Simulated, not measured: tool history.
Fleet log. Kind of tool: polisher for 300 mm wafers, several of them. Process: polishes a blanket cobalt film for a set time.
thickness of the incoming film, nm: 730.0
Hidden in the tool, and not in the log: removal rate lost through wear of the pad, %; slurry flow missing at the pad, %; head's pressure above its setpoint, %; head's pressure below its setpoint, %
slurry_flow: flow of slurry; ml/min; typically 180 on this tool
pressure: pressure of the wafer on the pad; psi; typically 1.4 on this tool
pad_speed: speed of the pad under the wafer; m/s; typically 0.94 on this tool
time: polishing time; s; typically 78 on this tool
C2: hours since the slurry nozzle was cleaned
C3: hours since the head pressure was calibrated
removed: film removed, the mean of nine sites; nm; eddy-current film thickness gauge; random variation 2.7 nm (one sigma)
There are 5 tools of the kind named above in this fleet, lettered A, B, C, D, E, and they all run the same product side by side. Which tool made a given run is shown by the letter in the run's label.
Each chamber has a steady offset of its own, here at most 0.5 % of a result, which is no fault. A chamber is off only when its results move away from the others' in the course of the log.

{"run": "1A", "hour": 8.9, "slurry_flow": 180, "pressure": 1.4, "pad_speed": 0.94, "time": 78, "wafers polished on this pad": 1021, "C2": 305.6, "C3": 169.7, "removed": 253.28}
{"hour": 13.9, "done": "chamber B: worn pad replaced by a new one"}
{"run": "2E", "hour": 18.1, "slurry_flow": 180, "pressure": 1.4, "pad_speed": 0.94, "time": 78, "wafers polished on this pad": 757, "C2": 181.3, "C3": 1025.2, "removed": 250.2}
{"run": "3C", "hour": 23.6, "slurry_flow": 180, "pressure": 1.4, "pad_speed": 0.94, "time": 78, "wafers polished on this pad": 419, "C2": 478.7, "C3": 166.7, "removed": 251.09}
{"run": "4B", "hour": 32.1, "slurry_flow": 180, "pressure": 1.4, "pad_speed": 0.94, "time": 78, "wafers polished on this pad": 192, "C2": 302.2, "C3": 45.6, "removed": 253.18}
{"run": "5D", "hour": 41.2, "slurry_flow": 180, "pressure": 1.4, "pad_speed": 0.94, "time": 78, "wafers polished on this pad": 493, "C2": 307.5, "C3": 91, "removed": 247.21}
{"run": "6A", "hour": 48.3, "slurry_flow": 120, "pressure": 1.8, "pad_speed": 0.94, "time": 78, "wafers polished on this pad": 1438, "C2": 345, "C3": 209.1, "removed": 296.54}
{"hour": 51.9, "done": "chamber A: worn pad replaced by a new one"}
{"run": "7D", "hour": 57.1, "slurry_flow": 120, "pressure": 1.8, "pad_speed": 0.94, "time": 78, "wafers polished on this pad": 661, "C2": 323.4, "C3": 106.9, "removed": 301.16}
{"run": "8B", "hour": 65.1, "slurry_flow": 120, "pressure": 1.8, "pad_speed": 0.94, "time": 78, "wafers polished on this pad": 542, "C2": 335.2, "C3": 78.6, "removed": 305.44}
{"hour": 65.3, "done": "chamber E: head pressure recalibrated"}
{"hour": 68.9, "done": "chamber E: worn pad replaced by a new one"}
{"run": "9E", "hour": 71.9, "slurry_flow": 120, "pressure": 1.8, "pad_speed": 0.94, "time": 78, "wafers polished on this pad": 32, "C2": 235.1, "C3": 6.7, "removed": 299.72}
{"run": "10C", "hour": 77.7, "slurry_flow": 120, "pressure": 1.8, "pad_speed": 0.94, "time": 78, "wafers polished on this pad": 992, "C2": 532.8, "C3": 220.8, "removed": 292.47}
{"hour": 84.8, "done": "chamber B: worn pad replaced by a new one"}
{"hour": 85.8, "done": "chamber C: worn pad replaced by a new one"}
{"run": "11C", "hour": 86.4, "slurry_flow": 180, "pressure": 1.4, "pad_speed": 0.94, "time": 78, "wafers polished on this pad": 7, "C2": 541.5, "C3": 229.5, "removed": 253.04}
{"run": "12D", "hour": 90.8, "slurry_flow": 180, "pressure": 1.4, "pad_speed": 0.94, "time": 78, "wafers polished on this pad": 1018, "C2": 357.1, "C3": 140.6, "removed": 252.43}
{"run": "13E", "hour": 98.5, "slurry_flow": 180, "pressure": 1.4, "pad_speed": 0.94, "time": 78, "wafers polished on this pad": 313, "C2": 261.7, "C3": 33.3, "removed": 253.72}
{"run": "14A", "hour": 106.2, "slurry_flow": 180, "pressure": 1.4, "pad_speed": 0.94, "time": 78, "wafers polished on this pad": 575, "C2": 402.9, "C3": 267, "removed": 249.03}
{"run": "15B", "hour": 114.3, "slurry_flow": 180, "pressure": 1.4, "pad_speed": 0.94, "time": 78, "wafers polished on this pad": 313, "C2": 384.4, "C3": 127.8, "removed": 255.71}
{"hour": 116.9, "done": "chamber D: worn pad replaced by a new one"}
{"run": "16E", "hour": 121.2, "slurry_flow": 180, "pressure": 1.4, "pad_speed": 0.94, "time": 78, "wafers polished on this pad": 554, "C2": 284.4, "C3": 56, "removed": 248.07}
{"run": "17D", "hour": 129.2, "slurry_flow": 180, "pressure": 1.6, "pad_speed": 0.94, "time": 78, "wafers polished on this pad": 130, "C2": 395.5, "C3": 179, "removed": 287.18}
{"run": "18A", "hour": 133.9, "slurry_flow": 180, "pressure": 1.6, "pad_speed": 0.94, "time": 78, "wafers polished on this pad": 869, "C2": 430.6, "C3": 294.7, "removed": 284.86}
{"run": "19B", "hour": 142.2, "slurry_flow": 180, "pressure": 1.6, "pad_speed": 0.94, "time": 78, "wafers polished on this pad": 608, "C2": 412.3, "C3": 155.7, "removed": 287.63}
{"hour": 142.7, "done": "chamber C: slurry nozzle cleaned"}
{"run": "20C", "hour": 149.3, "slurry_flow": 180, "pressure": 1.6, "pad_speed": 0.94, "time": 78, "wafers polished on this pad": 673, "C2": 6.6, "C3": 292.4, "removed": 287.07}
{"hour": 150.7, "done": "chamber B: worn pad replaced by a new one"}
{"run": "21C", "hour": 157.6, "slurry_flow": 180, "pressure": 1.6, "pad_speed": 0.94, "time": 78, "wafers polished on this pad": 761, "C2": 14.9, "C3": 300.7, "removed": 284.38}
{"run": "22D", "hour": 162.5, "slurry_flow": 180, "pressure": 1.4, "pad_speed": 0.94, "time": 78, "wafers polished on this pad": 482, "C2": 428.8, "C3": 212.3, "removed": 253.93}
{"hour": 163.8, "done": "chamber E: worn pad replaced by a new one"}
{"run": "23B", "hour": 167.3, "slurry_flow": 135, "pressure": 1.2, "pad_speed": 0.94, "time": 78, "wafers polished on this pad": 176, "C2": 437.4, "C3": 180.8, "removed": 206.95}
{"hour": 169.3, "done": "chamber C: worn pad replaced by a new one"}
{"run": "24A", "hour": 174.6, "slurry_flow": 135, "pressure": 1.2, "pad_speed": 0.94, "time": 78, "wafers polished on this pad": 1300, "C2": 471.3, "C3": 335.4, "removed": 202.95}
{"hour": 175.7, "done": "chamber A: worn pad replaced by a new one"}
{"hour": 176.1, "done": "chamber B: slurry nozzle cleaned"}
{"run": "25E", "hour": 182.4, "slurry_flow": 135, "pressure": 1.2, "pad_speed": 0.94, "time": 78, "wafers polished on this pad": 197, "C2": 345.6, "C3": 117.2, "removed": 204.65}
{"hour": 186.0, "done": "chamber A: slurry nozzle cleaned"}
{"run": "26C", "hour": 187.6, "slurry_flow": 135, "pressure": 1.2, "pad_speed": 0.94, "time": 78, "wafers polished on this pad": 194, "C2": 44.9, "C3": 330.7, "removed": 202.02}
{"run": "27B", "hour": 193.5, "slurry_flow": 135, "pressure": 1.2, "pad_speed": 0.94, "time": 78, "wafers polished on this pad": 453, "C2": 17.5, "C3": 207, "removed": 203.66}
{"run": "28D", "hour": 198.5, "slurry_flow": 180, "pressure": 1.4, "pad_speed": 0.94, "time": 78, "wafers polished on this pad": 864, "C2": 464.8, "C3": 248.3, "removed": 247.45}
{"run": "29A", "hour": 206.2, "slurry_flow": 180, "pressure": 1.4, "pad_speed": 0.94, "time": 78, "wafers polished on this pad": 323, "C2": 20.3, "C3": 367, "removed": 249.88}
{"run": "30E", "hour": 214.9, "slurry_flow": 180, "pressure": 1.4, "pad_speed": 0.94, "time": 78, "wafers polished on this pad": 541, "C2": 378.1, "C3": 149.7, "removed": 251.5}
{"run": "31C", "hour": 223.7, "slurry_flow": 160, "pressure": 1.4, "pad_speed": 1.16, "time": 78, "wafers polished on this pad": 576, "C2": 81, "C3": 366.8, "removed": 301.9}
{"run": "32D", "hour": 230.8, "slurry_flow": 160, "pressure": 1.4, "pad_speed": 1.16, "time": 78, "wafers polished on this pad": 1206, "C2": 497.1, "C3": 280.6, "removed": 310.86}
{"hour": 237.7, "done": "chamber B: worn pad replaced by a new one"}
{"run": "33E", "hour": 240.1, "slurry_flow": 160, "pressure": 1.4, "pad_speed": 1.16, "time": 78, "wafers polished on this pad": 808, "C2": 403.3, "C3": 174.9, "removed": 304.07}
{"run": "34A", "hour": 245.2, "slurry_flow": 160, "pressure": 1.4, "pad_speed": 1.16, "time": 78, "wafers polished on this pad": 736, "C2": 59.3, "C3": 406, "removed": 299.2}
{"hour": 247.6, "done": "chamber D: worn pad replaced by a new one"}
{"hour": 250.4, "done": "chamber D: head pressure recalibrated"}
{"run": "35B", "hour": 254.5, "slurry_flow": 160, "pressure": 1.4, "pad_speed": 1.16, "time": 78, "wafers polished on this pad": 178, "C2": 78.5, "C3": 268, "removed": 301.43}
{"run": "36A", "hour": 264.0, "slurry_flow": 180, "pressure": 1.4, "pad_speed": 0.94, "time": 78, "wafers polished on this pad": 935, "C2": 78.1, "C3": 424.8, "removed": 247.47}
{"run": "37D", "hour": 271.9, "slurry_flow": 180, "pressure": 1.4, "pad_speed": 0.94, "time": 78, "wafers polished on this pad": 257, "C2": 538.2, "C3": 21.6, "removed": 252.34}
{"hour": 272.9, "done": "chamber C: worn pad replaced by a new one"}
{"run": "38C", "hour": 280.9, "slurry_flow": 180, "pressure": 1.4, "pad_speed": 0.94, "time": 78, "wafers polished on this pad": 85, "C2": 138.2, "C3": 424, "removed": 249.31}

All chambers now run identical settings, listed one chamber a line with results as question marks. What results will each chamber show?
{"run": "39A", "hour": 288.0, "slurry_flow": 180, "pressure": 1.4, "pad_speed": 0.94, "time": 88, "removed": "?"}
{"run": "39B", "hour": 288.0, "slurry_flow": 180, "pressure": 1.4, "pad_speed": 0.94, "time": 88, "removed": "?"}
{"run": "39C", "hour": 288.0, "slurry_flow": 180, "pressure": 1.4, "pad_speed": 0.94, "time": 88, "removed": "?"}
{"run": "39D", "hour": 288.0, "slurry_flow": 180, "pressure": 1.4, "pad_speed": 0.94, "time": 88, "removed": "?"}
{"run": "39E", "hour": 288.0, "slurry_flow": 180, "pressure": 1.4, "pad_speed": 0.94, "time": 88, "removed": "?"}

run=39A removed=280.28
run=39B removed=289.29
run=39C removed=281.16
run=39D removed=280.2
run=39E removed=286.59
